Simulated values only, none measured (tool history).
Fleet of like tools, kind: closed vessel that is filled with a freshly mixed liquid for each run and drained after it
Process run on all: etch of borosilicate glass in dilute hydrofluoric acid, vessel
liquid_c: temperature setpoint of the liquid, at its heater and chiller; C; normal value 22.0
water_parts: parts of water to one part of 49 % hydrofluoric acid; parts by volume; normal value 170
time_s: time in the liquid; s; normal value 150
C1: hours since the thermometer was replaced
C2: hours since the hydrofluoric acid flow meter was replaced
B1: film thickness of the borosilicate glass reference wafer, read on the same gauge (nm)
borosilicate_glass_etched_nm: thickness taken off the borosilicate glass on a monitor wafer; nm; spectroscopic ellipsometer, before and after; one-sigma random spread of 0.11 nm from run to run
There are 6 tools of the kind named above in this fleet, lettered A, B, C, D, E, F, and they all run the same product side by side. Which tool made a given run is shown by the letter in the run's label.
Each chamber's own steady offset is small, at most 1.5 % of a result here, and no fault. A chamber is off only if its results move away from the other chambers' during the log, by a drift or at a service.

{"run": "1B", "hour": 3.5, "liquid_c": 22.0, "water_parts": 170, "time_s": 150, "C1": 421.4, "C2": 1112.4, "B1": 30.013, "borosilicate_glass_etched_nm": 19.484}
{"run": "2F", "hour": 7.9, "liquid_c": 22.0, "water_parts": 170, "time_s": 150, "C1": 972.0, "C2": 1054.1, "B1": 29.986, "borosilicate_glass_etched_nm": 19.398}
{"run": "3D", "hour": 11.2, "liquid_c": 22.0, "water_parts": 170, "time_s": 150, "C1": 661.4, "C2": 432.2, "B1": 30.007, "borosilicate_glass_etched_nm": 19.508}
{"run": "4A", "hour": 16.3, "liquid_c": 22.0, "water_parts": 170, "time_s": 150, "C1": 899.2, "C2": 1744.3, "B1": 30.016, "borosilicate_glass_etched_nm": 19.33}
{"run": "5E", "hour": 19.5, "liquid_c": 22.0, "water_parts": 170, "time_s": 150, "C1": 188.0, "C2": 385.9, "B1": 29.985, "borosilicate_glass_etched_nm": 19.641}
{"run": "6C", "hour": 24.1, "liquid_c": 25.0, "water_parts": 170, "time_s": 150, "C1": 1299.6, "C2": 1271.6, "B1": 29.994, "borosilicate_glass_etched_nm": 21.872}
{"run": "7E", "hour": 26.7, "liquid_c": 25.0, "water_parts": 170, "time_s": 150, "C1": 195.2, "C2": 393.1, "B1": 29.994, "borosilicate_glass_etched_nm": 21.894}
{"run": "8C", "hour": 32.2, "liquid_c": 25.0, "water_parts": 170, "time_s": 150, "C1": 1307.7, "C2": 1279.7, "B1": 30.002, "borosilicate_glass_etched_nm": 21.858}
{"run": "9A", "hour": 35.4, "liquid_c": 25.0, "water_parts": 170, "time_s": 150, "C1": 918.3, "C2": 1763.4, "B1": 30.045, "borosilicate_glass_etched_nm": 21.846}
{"run": "10B", "hour": 38.5, "liquid_c": 25.0, "water_parts": 170, "time_s": 150, "C1": 456.4, "C2": 1147.4, "B1": 30.034, "borosilicate_glass_etched_nm": 22.24}
{"run": "11F", "hour": 43.8, "liquid_c": 25.0, "water_parts": 170, "time_s": 150, "C1": 1007.9, "C2": 1090.0, "B1": 29.97, "borosilicate_glass_etched_nm": 21.91}
{"run": "12D", "hour": 46.3, "liquid_c": 22.0, "water_parts": 170, "time_s": 150, "C1": 696.5, "C2": 467.3, "B1": 30.008, "borosilicate_glass_etched_nm": 19.332}
{"run": "13E", "hour": 50.4, "liquid_c": 27.0, "water_parts": 170, "time_s": 150, "C1": 218.9, "C2": 416.8, "B1": 29.981, "borosilicate_glass_etched_nm": 23.506}
{"hour": 54.6, "done": "chamber C: hydrofluoric acid flow meter replaced"}
{"run": "14F", "hour": 55.6, "liquid_c": 27.0, "water_parts": 170, "time_s": 150, "C1": 1019.7, "C2": 1101.8, "B1": 30.019, "borosilicate_glass_etched_nm": 23.308}
{"run": "15A", "hour": 59.3, "liquid_c": 27.0, "water_parts": 170, "time_s": 150, "C1": 942.2, "C2": 1787.3, "B1": 29.956, "borosilicate_glass_etched_nm": 23.593}
{"run": "16B", "hour": 64.7, "liquid_c": 27.0, "water_parts": 170, "time_s": 150, "C1": 482.6, "C2": 1173.6, "B1": 30.009, "borosilicate_glass_etched_nm": 23.989}
{"run": "17C", "hour": 69.2, "liquid_c": 27.0, "water_parts": 170, "time_s": 150, "C1": 1344.7, "C2": 14.7, "B1": 29.982, "borosilicate_glass_etched_nm": 23.548}
{"run": "18D", "hour": 72.2, "liquid_c": 27.0, "water_parts": 170, "time_s": 150, "C1": 722.4, "C2": 493.2, "B1": 30.038, "borosilicate_glass_etched_nm": 23.646}
{"run": "19E", "hour": 77.5, "liquid_c": 22.0, "water_parts": 170, "time_s": 150, "C1": 246.0, "C2": 443.9, "B1": 29.97, "borosilicate_glass_etched_nm": 19.926}
{"run": "20A", "hour": 82.6, "liquid_c": 22.0, "water_parts": 170, "time_s": 150, "C1": 965.5, "C2": 1810.6, "B1": 29.955, "borosilicate_glass_etched_nm": 19.382}
{"run": "21D", "hour": 87.7, "liquid_c": 22.0, "water_parts": 170, "time_s": 150, "C1": 737.9, "C2": 508.7, "B1": 30.019, "borosilicate_glass_etched_nm": 19.637}
{"run": "22F", "hour": 91.1, "liquid_c": 22.0, "water_parts": 170, "time_s": 150, "C1": 1055.2, "C2": 1137.3, "B1": 30.022, "borosilicate_glass_etched_nm": 19.51}
{"run": "23C", "hour": 96.0, "liquid_c": 22.0, "water_parts": 170, "time_s": 150, "C1": 1371.5, "C2": 41.5, "B1": 29.997, "borosilicate_glass_etched_nm": 19.479}
{"run": "24B", "hour": 99.6, "liquid_c": 22.0, "water_parts": 170, "time_s": 150, "C1": 517.5, "C2": 1208.5, "B1": 29.997, "borosilicate_glass_etched_nm": 19.72}
{"run": "25E", "hour": 103.4, "liquid_c": 18.5, "water_parts": 170, "time_s": 150, "C1": 271.9, "C2": 469.8, "B1": 30.049, "borosilicate_glass_etched_nm": 17.571}
{"hour": 106.2, "done": "chamber D: thermometer replaced"}
{"run": "26F", "hour": 108.3, "liquid_c": 18.5, "water_parts": 170, "time_s": 150, "C1": 1072.4, "C2": 1154.5, "B1": 30.004, "borosilicate_glass_etched_nm": 16.782}
{"run": "27B", "hour": 112.5, "liquid_c": 18.5, "water_parts": 170, "time_s": 150, "C1": 530.4, "C2": 1221.4, "B1": 30.025, "borosilicate_glass_etched_nm": 17.382}
{"run": "28C", "hour": 116.4, "liquid_c": 18.5, "water_parts": 170, "time_s": 150, "C1": 1391.9, "C2": 61.9, "B1": 30.033, "borosilicate_glass_etched_nm": 17.066}
{"run": "29A", "hour": 119.3, "liquid_c": 18.5, "water_parts": 170, "time_s": 150, "C1": 1002.2, "C2": 1847.3, "B1": 30.019, "borosilicate_glass_etched_nm": 17.075}
{"run": "30D", "hour": 124.0, "liquid_c": 18.5, "water_parts": 170, "time_s": 150, "C1": 17.8, "C2": 545.0, "B1": 29.981, "borosilicate_glass_etched_nm": 17.176}
{"run": "31D", "hour": 127.6, "liquid_c": 22.0, "water_parts": 170, "time_s": 195, "C1": 21.4, "C2": 548.6, "B1": 30.032, "borosilicate_glass_etched_nm": 25.408}
{"run": "32E", "hour": 130.0, "liquid_c": 22.0, "water_parts": 170, "time_s": 195, "C1": 298.5, "C2": 496.4, "B1": 29.981, "borosilicate_glass_etched_nm": 26.358}
{"hour": 132.5, "done": "chamber B: hydrofluoric acid flow meter replaced"}
{"run": "33A", "hour": 133.9, "liquid_c": 22.0, "water_parts": 170, "time_s": 195, "C1": 1016.8, "C2": 1861.9, "B1": 30.007, "borosilicate_glass_etched_nm": 25.641}
{"run": "34F", "hour": 138.7, "liquid_c": 22.0, "water_parts": 170, "time_s": 195, "C1": 1102.8, "C2": 1184.9, "B1": 29.981, "borosilicate_glass_etched_nm": 25.17}
{"run": "35C", "hour": 142.1, "liquid_c": 22.0, "water_parts": 170, "time_s": 195, "C1": 1417.6, "C2": 87.6, "B1": 29.981, "borosilicate_glass_etched_nm": 24.973}
{"run": "36B", "hour": 145.9, "liquid_c": 22.0, "water_parts": 170, "time_s": 195, "C1": 563.8, "C2": 13.5, "B1": 29.98, "borosilicate_glass_etched_nm": 25.868}
{"run": "37F", "hour": 149.9, "liquid_c": 22.0, "water_parts": 170, "time_s": 150, "C1": 1114.0, "C2": 1196.1, "B1": 29.98, "borosilicate_glass_etched_nm": 19.524}
{"run": "38E", "hour": 153.4, "liquid_c": 22.0, "water_parts": 170, "time_s": 150, "C1": 321.9, "C2": 519.8, "B1": 29.962, "borosilicate_glass_etched_nm": 20.266}

Is one chamber out of step, is the gauge drifting, or do the chambers differ by no more than their own small offsets? For an off chamber, give its letter and the likeliest cause.

Chamber E drifts away from the others.
Cause: hydrofluoric acid flow above the setpoint (%) = 3.41.
With only this log, it may be confused with: liquid hotter than its thermometer reads (K).

Chamber E could run next with any of the 4 candidate recipes listed below; each alters the usual settings, and their results appear as question marks. Which one brings its results back in line with what the other chambers deliver on the usual settings?
Counts as in line when no further than this from what the other chambers average on the usual settings: borosilicate_glass_etched_nm 0.380 nm
{"run": "39E-1", "hour": 157.3, "liquid_c": 20.0, "water_parts": 170, "time_s": 150, "borosilicate_glass_etched_nm": "?"}
{"run": "39E-2", "hour": 157.3, "liquid_c": 22.0, "water_parts": 165, "time_s": 150, "borosilicate_glass_etched_nm": "?"}
{"run": "39E-3", "hour": 157.3, "liquid_c": 22.0, "water_parts": 175, "time_s": 150, "borosilicate_glass_etched_nm": "?"}
{"run": "39E-4", "hour": 157.3, "liquid_c": 24.0, "water_parts": 170, "time_s": 150, "borosilicate_glass_etched_nm": "?"}

Usual-settings mean across the other chambers: borosilicate_glass_etched_nm 19.531 nm
run=39E-1 borosilicate_glass_etched_nm=18.846
run=39E-2 borosilicate_glass_etched_nm=21.085
run=39E-3 borosilicate_glass_etched_nm=19.693
run=39E-4 borosilicate_glass_etched_nm=21.979
39E-3 brings the chamber back in line.
